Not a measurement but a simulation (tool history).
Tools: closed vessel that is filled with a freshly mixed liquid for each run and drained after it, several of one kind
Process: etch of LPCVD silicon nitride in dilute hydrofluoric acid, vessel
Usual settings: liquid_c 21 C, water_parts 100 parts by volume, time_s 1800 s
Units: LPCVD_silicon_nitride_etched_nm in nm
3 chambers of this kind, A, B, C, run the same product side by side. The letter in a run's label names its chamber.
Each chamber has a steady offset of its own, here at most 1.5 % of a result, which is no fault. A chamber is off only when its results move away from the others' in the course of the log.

run	hour	liquid_c	water_parts	time_s	hours since the thermometer was replaced	hours since the hydrofluoric acid flow meter was replaced	read-back film thickness of the LPCVD silicon nitride reference wafer, read on the same gauge (nm)	LPCVD_silicon_nitride_etched_nm
1C	9.8	21	100	1800	273	810.3	100.01	7.0129
2B	14.2	21	100	1800	1770.3	332.9	99.982	7.1459
3A	24.3	21	100	1800	430.5	33.9	100.02	7.0696
4A	33.4	21	100	1800	439.6	43	99.994	7.1866
5C	38.4	21	100	1800	301.6	838.9	100.05	6.9577
6B	43.9	21	100	1800	1800	362.6	99.979	7.1229
7A	50	21	100	1800	456.2	59.6	100	7.2132
8C	56.6	21	130	830	319.8	857.1	99.972	2.5198
9B	61.7	21	130	830	1817.8	380.4	99.998	2.5367
10A	72	21	130	830	478.2	81.6	99.955	2.5207
11B	81.4	21	100	1800	1837.5	400.1	100	7.1525
12C	90.8	21	100	1800	354	891.3	99.967	6.9791
13A	100.2	21	100	1800	506.4	109.8	99.99	6.9795
14C	109.8	21	100	1800	373	910.3	99.952	6.9874
15B	117.7	21	100	1800	1873.8	436.4	99.957	7.0751
16C	124.9	21	100	1800	388.1	925.4	99.95	7.0041
17A	132	21	100	1800	538.2	141.6	99.977	6.689
18B	140.6	21	100	1800	1896.7	459.3	99.965	7.2112
19B	150.7	21	100	1800	1906.8	469.4	99.99	7.1947
20A	158	21	100	1800	564.2	167.6	100.04	6.5133
21C	167.6	21	100	1800	430.8	968.1	99.956	6.9076

Next, every chamber runs the same settings. What will each give?
22A	175	21	145	1800				?
22B	175	21	145	1800				?
22C	175	21	145	1800				?

run	LPCVD_silicon_nitride_etched_nm
22A	4.4248
22B	4.9206
22C	4.8813

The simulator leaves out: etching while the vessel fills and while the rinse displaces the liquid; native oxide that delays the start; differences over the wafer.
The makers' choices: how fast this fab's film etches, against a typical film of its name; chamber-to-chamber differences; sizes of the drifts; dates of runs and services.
